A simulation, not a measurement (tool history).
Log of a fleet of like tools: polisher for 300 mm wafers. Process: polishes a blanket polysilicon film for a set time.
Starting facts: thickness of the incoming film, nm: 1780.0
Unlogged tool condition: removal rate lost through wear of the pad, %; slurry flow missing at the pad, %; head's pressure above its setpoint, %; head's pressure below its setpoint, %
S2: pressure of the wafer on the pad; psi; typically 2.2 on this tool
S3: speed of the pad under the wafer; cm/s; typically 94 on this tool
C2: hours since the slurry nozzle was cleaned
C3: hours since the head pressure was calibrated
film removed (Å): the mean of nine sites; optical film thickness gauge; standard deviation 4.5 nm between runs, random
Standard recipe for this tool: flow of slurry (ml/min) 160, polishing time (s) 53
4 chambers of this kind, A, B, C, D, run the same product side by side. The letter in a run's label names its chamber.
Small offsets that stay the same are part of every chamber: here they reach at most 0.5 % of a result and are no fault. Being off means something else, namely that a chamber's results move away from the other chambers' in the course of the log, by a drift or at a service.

Run 1C, hour 4.5: usual settings; wafers polished on this pad 343; C2 639.6; C3 598.7. Result: film removed (Å) 3388.4.
At hour 7.6: chamber D: worn pad replaced by a new one.
Run 2D, hour 10.2: usual settings; wafers polished on this pad 30; C2 499.8; C3 379.1. Result: film removed (Å) 3463.
Run 3A, hour 18.3: usual settings; wafers polished on this pad 423; C2 109.7; C3 478.7. Result: film removed (Å) 3563.5.
Run 4B, hour 24.5: usual settings; wafers polished on this pad 975; C2 240.4; C3 564.1. Result: film removed (Å) 3449.
Run 5B, hour 30: usual settings; wafers polished on this pad 1037; C2 245.9; C3 569.6. Result: film removed (Å) 3503.
Run 6D, hour 34.3: usual settings; wafers polished on this pad 301; C2 523.9; C3 403.2. Result: film removed (Å) 3435.9.
At hour 41.7: chamber A: worn pad replaced by a new one.
Run 7C, hour 42: usual settings; wafers polished on this pad 764; C2 677.1; C3 636.2. Result: film removed (Å) 3394.5.
At hour 43.9: chamber B: worn pad replaced by a new one.
Run 8A, hour 48.2: usual settings; wafers polished on this pad 73; C2 139.6; C3 508.6. Result: film removed (Å) 3533.2.
Run 9D, hour 56.2: usual settings; wafers polished on this pad 547; C2 545.8; C3 425.1. Result: film removed (Å) 3479.6.
Run 10B, hour 64.6: usual settings; wafers polished on this pad 233; C2 280.5; C3 604.2. Result: film removed (Å) 3455.4.
Run 11A, hour 69.4: usual settings; wafers polished on this pad 311; C2 160.8; C3 529.8. Result: film removed (Å) 3512.9.
At hour 72.8: chamber C: slurry nozzle cleaned.
Run 12C, hour 73.3: usual settings; wafers polished on this pad 1116; C2 0.6; C3 667.5. Result: film removed (Å) 3420.5.
Run 13C, hour 81.2: usual settings; wafers polished on this pad 1205; C2 8.5; C3 675.4. Result: film removed (Å) 3329.4.
Run 14A, hour 86.8: usual settings; wafers polished on this pad 507; C2 178.2; C3 547.2. Result: film removed (Å) 3481.4.
At hour 90.6: chamber D: worn pad replaced by a new one.
Run 15D, hour 95.5: usual settings; wafers polished on this pad 55; C2 585.1; C3 464.4. Result: film removed (Å) 3432.
Run 16B, hour 103.8: usual settings; wafers polished on this pad 674; C2 319.7; C3 643.4. Result: film removed (Å) 3445.9.
At hour 104: chamber A: worn pad replaced by a new one.
At hour 109.5: chamber A: slurry nozzle cleaned.
Run 17A, hour 112.5: usual settings; wafers polished on this pad 96; C2 3.1; C3 572.9. Result: film removed (Å) 3559.9.
Run 18D, hour 119.9: usual settings; wafers polished on this pad 329; C2 609.5; C3 488.8. Result: film removed (Å) 3538.4.
Run 19C, hour 126: usual settings; wafers polished on this pad 1709; C2 53.3; C3 720.2. Result: film removed (Å) 3241.3.
Run 20B, hour 131.8: usual settings; wafers polished on this pad 988; C2 347.7; C3 671.4. Result: film removed (Å) 3453.1.
Run 21A, hour 140.8: usual settings; wafers polished on this pad 414; C2 31.4; C3 601.2. Result: film removed (Å) 3395.5.
Run 22C, hour 145.1: usual settings; wafers polished on this pad 1923; C2 72.4; C3 739.3. Result: film removed (Å) 3199.4.
Run 23D, hour 151: usual settings but polishing time (s) 47; wafers polished on this pad 679; C2 640.6; C3 519.9. Result: film removed (Å) 3029.8.
Run 24B, hour 155.8: usual settings but polishing time (s) 47; wafers polished on this pad 1258; C2 371.7; C3 695.4. Result: film removed (Å) 3155.3.
At hour 157.1: chamber B: worn pad replaced by a new one.
Run 25A, hour 160.3: usual settings but polishing time (s) 47; wafers polished on this pad 633; C2 50.9; C3 620.7. Result: film removed (Å) 3041.1.
At hour 164.5: chamber A: worn pad replaced by a new one.
Run 26D, hour 167.9: usual settings but polishing time (s) 47; wafers polished on this pad 869; C2 657.5; C3 536.8. Result: film removed (Å) 3022.2.
At hour 169.6: chamber D: worn pad replaced by a new one.
Run 27B, hour 172.9: usual settings; wafers polished on this pad 178; C2 388.8; C3 712.5. Result: film removed (Å) 3519.3.
At hour 180.2: chamber D: head pressure recalibrated.
Run 28C, hour 181.4: usual settings; wafers polished on this pad 2331; C2 108.7; C3 775.6. Result: film removed (Å) 3229.
Run 29D, hour 186.6: usual settings; wafers polished on this pad 191; C2 676.2; C3 6.5. Result: film removed (Å) 3452.3.
Run 30A, hour 195.4: usual settings; wafers polished on this pad 347; C2 86; C3 655.8. Result: film removed (Å) 3492.7.
Run 31C, hour 199.8: usual settings; wafers polished on this pad 2538; C2 127.1; C3 794. Result: film removed (Å) 3188.8.
Run 32B, hour 206.5: usual settings; wafers polished on this pad 556; C2 422.4; C3 746.1. Result: film removed (Å) 3560.1.
Run 33C, hour 214.1: usual settings; wafers polished on this pad 2699; C2 141.4; C3 808.3. Result: film removed (Å) 3095.2.

Read the log: is a single chamber off, either drifting away or since a service, is the gauge that measures every chamber drifting, or is nothing wrong beyond small per-chamber offsets? Name any odd chamber and what most likely caused it.

Little by little, chamber C moves away from the other chambers.
What lies behind it: removal rate lost through wear of the pad, % = 9.51.
The log might look much the same if the cause were instead: head's pressure below its setpoint, %.

Here are 4 candidates for chamber C's next run, each the usual settings with a change, their results left as question marks. Which one brings its results back in line with what the others give on the usual settings?
In line here means within this much of the mean the other chambers give on the usual settings: film removed (Å) 160
Run 34C-1, hour 220.5: usual settings but S2 2.1 psi, S3 92 cm/s, polishing time (s) 52. Result: film removed (Å) ?.
Run 34C-2, hour 220.5: usual settings but S2 2.4 psi. Result: film removed (Å) ?.
Run 34C-3, hour 220.5: usual settings but flow of slurry (ml/min) 165, S2 2.5 psi, S3 104 cm/s. Result: film removed (Å) ?.
Run 34C-4, hour 220.5: usual settings but S2 2 psi, S3 88 cm/s, polishing time (s) 49. Result: film removed (Å) ?.

The other chambers' mean on the usual settings: film removed (Å) 3461.2
  run  film removed (Å)
34C-1            2846.4
34C-2            3381.1
34C-3            3914.5
34C-4            2445.2
With 34C-2, the chamber falls back in line with the rest.
